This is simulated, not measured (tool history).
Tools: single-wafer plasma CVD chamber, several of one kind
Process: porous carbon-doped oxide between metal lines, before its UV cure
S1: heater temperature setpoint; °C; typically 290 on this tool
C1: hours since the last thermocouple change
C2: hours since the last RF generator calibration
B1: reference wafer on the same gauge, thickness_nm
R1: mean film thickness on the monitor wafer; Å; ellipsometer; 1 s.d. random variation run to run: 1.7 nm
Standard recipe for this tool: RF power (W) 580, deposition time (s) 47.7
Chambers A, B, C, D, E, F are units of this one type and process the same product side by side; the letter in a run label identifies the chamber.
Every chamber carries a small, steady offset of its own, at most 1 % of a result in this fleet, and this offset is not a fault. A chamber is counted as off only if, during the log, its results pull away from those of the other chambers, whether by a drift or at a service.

run 1D hour=7.6 | S1=290 RF_power_(W)=580 deposition_time_(s)=47.7 | C1=1293.3 C2=1485.5 | B1=348.43 | R1=2955.5
run 2F hour=16.8 | S1=290 RF_power_(W)=580 deposition_time_(s)=47.7 | C1=178.7 C2=906.1 | B1=348.15 | R1=2975.8
run 3C hour=24.7 | S1=290 RF_power_(W)=580 deposition_time_(s)=47.7 | C1=869.8 C2=608.9 | B1=347.72 | R1=2987.7
run 4A hour=34.0 | S1=290 RF_power_(W)=580 deposition_time_(s)=47.7 | C1=1279.7 C2=1160.9 | B1=347.65 | R1=2969.6
run 5B hour=39.4 | S1=290 RF_power_(W)=580 deposition_time_(s)=47.7 | C1=425.7 C2=808.7 | B1=348.21 | R1=3018.1
run 6E hour=44.3 | S1=290 RF_power_(W)=580 deposition_time_(s)=47.7 | C1=1816.8 C2=1675.4 | B1=347.96 | R1=3011.3
run 7C hour=49.1 | S1=290 RF_power_(W)=580 deposition_time_(s)=47.7 | C1=894.2 C2=633.3 | B1=348.16 | R1=2945.2
run 8B hour=53.8 | S1=290 RF_power_(W)=580 deposition_time_(s)=47.7 | C1=440.1 C2=823.1 | B1=347.79 | R1=3006.4
-- hour=58.0 chamber E: thermocouple changed; heater temperature recalibrated
run 9F hour=63.6 | S1=290 RF_power_(W)=580 deposition_time_(s)=47.7 | C1=225.5 C2=952.9 | B1=348.18 | R1=2964.3
run 10D hour=68.5 | S1=290 RF_power_(W)=580 deposition_time_(s)=47.7 | C1=1354.2 C2=1546.4 | B1=348.39 | R1=2967.8
run 11A hour=76.5 | S1=290 RF_power_(W)=580 deposition_time_(s)=50.8 | C1=1322.2 C2=1203.4 | B1=348.19 | R1=3181.6
run 12E hour=81.1 | S1=290 RF_power_(W)=580 deposition_time_(s)=50.8 | C1=23.1 C2=1712.2 | B1=348.20 | R1=3180.2
-- hour=81.4 chamber F: RF generator calibrated
run 13E hour=90.3 | S1=290 RF_power_(W)=580 deposition_time_(s)=50.8 | C1=32.3 C2=1721.4 | B1=348.17 | R1=3180.0
run 14A hour=99.9 | S1=290 RF_power_(W)=580 deposition_time_(s)=50.8 | C1=1345.6 C2=1226.8 | B1=347.78 | R1=3147.4
run 15F hour=106.6 | S1=290 RF_power_(W)=580 deposition_time_(s)=50.8 | C1=268.5 C2=25.2 | B1=347.94 | R1=3162.0
run 16D hour=112.5 | S1=290 RF_power_(W)=580 deposition_time_(s)=50.8 | C1=1398.2 C2=1590.4 | B1=347.77 | R1=3127.7
run 17B hour=122.0 | S1=290 RF_power_(W)=580 deposition_time_(s)=47.7 | C1=508.3 C2=891.3 | B1=347.60 | R1=2961.5
-- hour=127.2 chamber A: thermocouple changed; heater temperature recalibrated
run 18C hour=130.5 | S1=290 RF_power_(W)=580 deposition_time_(s)=47.7 | C1=975.6 C2=714.7 | B1=348.21 | R1=2999.1
run 19E hour=136.0 | S1=290 RF_power_(W)=580 deposition_time_(s)=47.7 | C1=78.0 C2=1767.1 | B1=348.16 | R1=3015.2
run 20D hour=144.7 | S1=290 RF_power_(W)=580 deposition_time_(s)=47.7 | C1=1430.4 C2=1622.6 | B1=348.10 | R1=2984.5
run 21F hour=151.1 | S1=290 RF_power_(W)=580 deposition_time_(s)=47.7 | C1=313.0 C2=69.7 | B1=347.75 | R1=2959.3
-- hour=152.5 chamber D: thermocouple changed; heater temperature recalibrated
run 22B hour=160.8 | S1=290 RF_power_(W)=580 deposition_time_(s)=47.7 | C1=547.1 C2=930.1 | B1=347.94 | R1=2925.9
run 23A hour=169.9 | S1=290 RF_power_(W)=580 deposition_time_(s)=47.7 | C1=42.8 C2=1296.8 | B1=348.20 | R1=2981.6
run 24C hour=176.7 | S1=290 RF_power_(W)=580 deposition_time_(s)=47.7 | C1=1021.8 C2=760.9 | B1=347.92 | R1=2963.3
run 25E hour=185.1 | S1=285 RF_power_(W)=580 deposition_time_(s)=51.6 | C1=127.1 C2=1816.2 | B1=348.38 | R1=3337.1
run 26C hour=192.6 | S1=285 RF_power_(W)=580 deposition_time_(s)=51.6 | C1=1037.7 C2=776.8 | B1=347.72 | R1=3312.0
run 27B hour=197.8 | S1=285 RF_power_(W)=580 deposition_time_(s)=51.6 | C1=584.1 C2=967.1 | B1=347.44 | R1=3219.0
run 28F hour=207.4 | S1=285 RF_power_(W)=580 deposition_time_(s)=51.6 | C1=369.3 C2=126.0 | B1=348.05 | R1=3292.0
run 29D hour=216.0 | S1=285 RF_power_(W)=580 deposition_time_(s)=51.6 | C1=63.6 C2=1693.9 | B1=348.37 | R1=3297.1
run 30A hour=222.5 | S1=285 RF_power_(W)=580 deposition_time_(s)=51.6 | C1=95.4 C2=1349.4 | B1=348.34 | R1=3308.6
run 31D hour=227.8 | S1=290 RF_power_(W)=580 deposition_time_(s)=47.7 | C1=75.4 C2=1705.7 | B1=348.63 | R1=2999.7
run 32E hour=237.6 | S1=290 RF_power_(W)=580 deposition_time_(s)=47.7 | C1=179.6 C2=1868.7 | B1=347.33 | R1=3008.7
run 33A hour=245.8 | S1=290 RF_power_(W)=580 deposition_time_(s)=47.7 | C1=118.7 C2=1372.7 | B1=347.51 | R1=2984.1
run 34B hour=250.8 | S1=276 RF_power_(W)=580 deposition_time_(s)=53.5 | C1=637.1 C2=1020.1 | B1=348.19 | R1=3548.8
run 35F hour=257.7 | S1=276 RF_power_(W)=580 deposition_time_(s)=53.5 | C1=419.6 C2=176.3 | B1=348.34 | R1=3628.6
run 36C hour=264.0 | S1=276 RF_power_(W)=580 deposition_time_(s)=53.5 | C1=1109.1 C2=848.2 | B1=347.98 | R1=3639.2

One chamber off, gauge drift, or nothing amiss beyond the chambers' own small offsets? If it is a chamber, which one, and what is the likeliest cause?

Little by little, chamber B moves away from the other chambers.
What lies behind it: delivered RF power below the setpoint (%) = 5.25.
The log may not separate it from: wafer temperature above the value expected at the setpoint (K).

Chamber B could run next with any of the 4 candidate recipes listed below; each alters the usual settings, and their results appear as question marks. Which one brings its results back in line with what the other chambers deliver on the usual settings?
In line means no further than this from the other chambers' mean on the usual settings: R1 60.0 Å
run 37B-1 hour=271.3 | S1=293 RF_power_(W)=540 deposition_time_(s)=47.7 | R1=?
run 37B-2 hour=271.3 | S1=290 RF_power_(W)=580 deposition_time_(s)=49.2 | R1=?
run 37B-3 hour=271.3 | S1=291 RF_power_(W)=575 deposition_time_(s)=46.8 | R1=?
run 37B-4 hour=271.3 | S1=290 RF_power_(W)=600 deposition_time_(s)=49.9 | R1=?

On the usual settings, the other chambers give on average: R1 2972.6 Å
run=37B-1 R1=2708.2
run=37B-2 R1=2981.4
run=37B-3 R1=2805.8
run=37B-4 R1=3091.3
With 37B-2, the chamber falls back in line with the rest.

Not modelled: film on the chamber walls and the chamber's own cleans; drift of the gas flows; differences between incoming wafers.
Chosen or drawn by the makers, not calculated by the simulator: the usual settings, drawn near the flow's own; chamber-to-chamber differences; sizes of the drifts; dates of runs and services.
